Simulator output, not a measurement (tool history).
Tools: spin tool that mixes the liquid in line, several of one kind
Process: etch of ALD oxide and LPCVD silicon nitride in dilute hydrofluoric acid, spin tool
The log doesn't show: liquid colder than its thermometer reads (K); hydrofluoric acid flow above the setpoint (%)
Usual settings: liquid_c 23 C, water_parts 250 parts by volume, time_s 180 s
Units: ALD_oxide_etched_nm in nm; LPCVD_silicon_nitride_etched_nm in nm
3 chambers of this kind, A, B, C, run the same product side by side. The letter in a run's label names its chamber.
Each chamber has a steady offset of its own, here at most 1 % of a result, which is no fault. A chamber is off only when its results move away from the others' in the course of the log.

run,hour,liquid_c,water_parts,time_s,hours since the thermometer was replaced,hours since the hydrofluoric acid flow meter was replaced,"read-back film thickness of the ALD oxide reference wafer, read on the same gauge (nm)","read-back film thickness of the LPCVD silicon nitride reference wafer, read on the same gauge (nm)",ALD_oxide_etched_nm,LPCVD_silicon_nitride_etched_nm
1B,9.8,23,250,180,1313.3,1024.3,140.01,90.017,8.1564,0.34699
2A,22.9,23,250,180,335.4,160.5,140.01,89.996,8.1865,0.32322
3C,33.5,23,250,180,1046.9,677.8,140,89.987,8.1582,0.3597
4C,42.4,23,250,180,1055.8,686.7,140,89.992,8.193,0.34699
5A,49.9,23,250,180,362.4,187.5,139.99,89.995,8.1986,0.30831
6B,57.9,23,250,180,1361.4,1072.4,139.97,90.008,8.1283,0.31852
7B,67.7,20.5,365,180,1371.2,1082.2,140,89.976,4.5861,0.18516
8A,74.3,20.5,365,180,386.8,211.9,140.03,89.987,4.5936,0.20163
9C,85.8,20.5,365,180,1099.2,730.1,139.96,90.008,4.6077,0.18431
10C,98.1,23,250,180,1111.5,742.4,140.01,89.99,8.1374,0.32069
11B,106.4,23,250,180,1409.9,1120.9,140.01,90.001,8.1415,0.33075
12A,115.5,23,250,180,428,253.1,139.99,89.998,8.1532,0.34146
13C,123.2,23,250,180,1136.6,767.5,140,90.006,8.1912,0.30327
14B,136.1,23,250,180,1439.6,1150.6,139.99,90.001,8.1558,0.33456
15A,148,23,250,180,460.5,285.6,139.98,89.998,8.2207,0.34042
16B,155.1,23,250,180,1458.6,1169.6,140.01,90.006,8.1145,0.31206
17A,166.1,27.5,160,180,478.6,303.7,139.98,90.004,16.787,0.67807
18C,173.8,27.5,160,180,1187.2,818.1,140.01,90.008,16.695,0.65589
19A,187.5,27.5,160,180,500,325.1,139.99,89.986,16.805,0.67967
20C,198.6,23,250,180,1212,842.9,140.01,89.984,8.1623,0.32895
21B,208.5,23,250,180,1512,1223,140.04,89.998,8.1165,0.3394
22A,217.8,23,250,180,530.3,355.4,140.02,89.994,8.2106,0.34048
23B,229.8,23,250,180,1533.3,1244.3,139.98,89.989,8.1077,0.30615
24C,237,23,130,180,1250.4,881.3,140,90.005,17.901,0.64677
25B,246.8,23,130,180,1550.3,1261.3,139.97,90.001,17.695,0.65954
26C,258.3,23,130,180,1271.7,902.6,140,90.007,18.049,0.71871
27A,265.2,23,250,180,577.7,402.8,139.98,90,8.1162,0.36692
28B,278,23,250,180,1581.5,1292.5,139.99,89.983,8.1488,0.35163
29A,285.1,23,250,180,597.6,422.7,140.01,90.006,8.2163,0.33283
30C,294,23,250,180,1307.4,938.3,139.98,90.007,8.1025,0.35332

All 3 chambers run these settings next. Forecast each chamber's results:
31A,303.9,23,310,180,,,,,?,?
31B,303.9,23,310,180,,,,,?,?
31C,303.9,23,310,180,,,,,?,?

run,ALD_oxide_etched_nm,LPCVD_silicon_nitride_etched_nm
31A,6.2295,0.26269
31B,6.1828,0.26391
31C,6.2066,0.27704

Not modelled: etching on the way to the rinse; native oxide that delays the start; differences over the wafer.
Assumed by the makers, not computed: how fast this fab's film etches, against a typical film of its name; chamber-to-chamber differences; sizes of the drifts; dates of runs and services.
